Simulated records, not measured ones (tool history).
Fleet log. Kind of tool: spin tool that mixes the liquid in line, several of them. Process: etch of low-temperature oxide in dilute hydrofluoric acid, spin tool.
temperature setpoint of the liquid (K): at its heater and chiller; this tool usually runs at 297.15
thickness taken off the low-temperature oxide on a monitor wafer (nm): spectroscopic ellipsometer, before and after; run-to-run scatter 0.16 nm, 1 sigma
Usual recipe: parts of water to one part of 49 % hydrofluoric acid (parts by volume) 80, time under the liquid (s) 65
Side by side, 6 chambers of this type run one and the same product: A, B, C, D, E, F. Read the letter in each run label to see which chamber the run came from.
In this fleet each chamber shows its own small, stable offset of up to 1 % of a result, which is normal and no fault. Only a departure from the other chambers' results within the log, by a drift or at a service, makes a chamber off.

run,hour,temperature setpoint of the liquid (K),parts of water to one part of 49 % hydrofluoric acid (parts by volume),time under the liquid (s),hours since the thermometer was replaced,hours since the hydrofluoric acid flow meter was replaced,"read-back film thickness of the low-temperature oxide reference wafer, read on the same gauge (nm)",thickness taken off the low-temperature oxide on a monitor wafer (nm)
1F,9.4,297.15,80,65,1173.4,438,100.02,21.998
2A,20.7,297.15,80,65,1448.6,1123.5,99.984,21.811
3B,33.5,297.15,80,65,93.8,782.7,100.01,21.998
4C,40.8,297.15,80,65,425.5,1524.5,100.03,22.035
5E,47.5,297.15,80,65,1806.6,750.6,100.01,22.414
6D,60.4,297.15,80,65,881.4,156.4,100.03,22.013
# hour 66.7: chamber F: hydrofluoric acid flow meter replaced
7A,68,297.15,80,65,1495.9,1170.8,100,21.661
8F,75.7,297.15,80,65,1239.7,9.1,99.988,22.149
9D,84.5,297.15,80,65,905.5,180.5,99.974,22.107
10B,91.4,297.15,80,65,151.7,840.6,99.979,22.121
11C,105.1,293.65,80,85,489.8,1588.8,100.03,24.941
12E,112.2,293.65,80,85,1871.3,815.3,100,24.746
13C,125.4,293.65,80,85,510.1,1609.1,99.995,24.8
# hour 129.7: chamber A: hydrofluoric acid flow meter replaced
14E,134.7,293.65,80,85,1893.8,837.8,99.982,25.22
15A,147.9,293.65,80,85,1575.8,18.2,99.976,24.862
16D,154.8,293.65,80,85,975.8,250.8,99.96,24.743
17F,169.5,297.15,80,65,1333.5,102.9,99.976,21.865
18B,177.5,297.15,80,65,237.8,926.7,100.01,21.895
19E,190.8,297.15,80,65,1949.9,893.9,99.981,22.236
20B,197.4,297.15,80,65,257.7,946.6,100.01,22.181
21F,210.4,297.15,80,65,1374.4,143.8,99.996,21.908
22C,223.5,297.15,80,65,608.2,1707.2,100.01,21.772
23D,230.7,297.15,80,65,1051.7,326.7,100,21.393
24A,243.3,297.15,80,65,1671.2,113.6,100.01,21.919
25A,251,297.15,80,65,1678.9,121.3,100.01,22.221
26E,258.7,297.15,80,65,2017.8,961.8,100.01,22.11
# hour 263.2: chamber D: thermometer replaced
27D,271.2,297.15,80,65,8,367.2,99.978,21.434
28C,277.7,297.15,80,65,662.4,1761.4,99.994,21.829
29F,292.5,297.15,80,65,1456.5,225.9,99.975,22.083
30B,301.3,295.65,60,65,361.6,1050.5,99.987,28.618
31D,311.9,295.65,60,65,48.7,407.9,100.01,26.907
32A,323.3,295.65,60,65,1751.2,193.6,99.978,27.904
33C,329.8,295.65,60,65,714.5,1813.5,99.988,28.318
34B,338.1,295.65,60,65,398.4,1087.3,99.959,29
# hour 339.1: chamber E: thermometer replaced
35E,347.2,295.65,60,65,8.1,1050.3,100.01,28.096
36F,358.7,297.15,80,65,1522.7,292.1,100,21.834
37D,369.7,297.15,80,65,106.5,465.7,99.96,20.524
38C,383.9,297.15,80,65,768.6,1867.6,100.01,21.707
39B,391.3,297.15,80,65,451.6,1140.5,100.02,22.246
40E,405.4,297.15,80,65,66.3,1108.5,99.985,22.178

Predict what each chamber gives when all 6 of them run the settings below next.
41A,416,297.15,80,50,,,,?
41B,416,297.15,80,50,,,,?
41C,416,297.15,80,50,,,,?
41D,416,297.15,80,50,,,,?
41E,416,297.15,80,50,,,,?
41F,416,297.15,80,50,,,,?

run,thickness taken off the low-temperature oxide on a monitor wafer (nm)
41A,16.727
41B,17.107
41C,16.858
41D,15.446
41E,17.056
41F,17.031
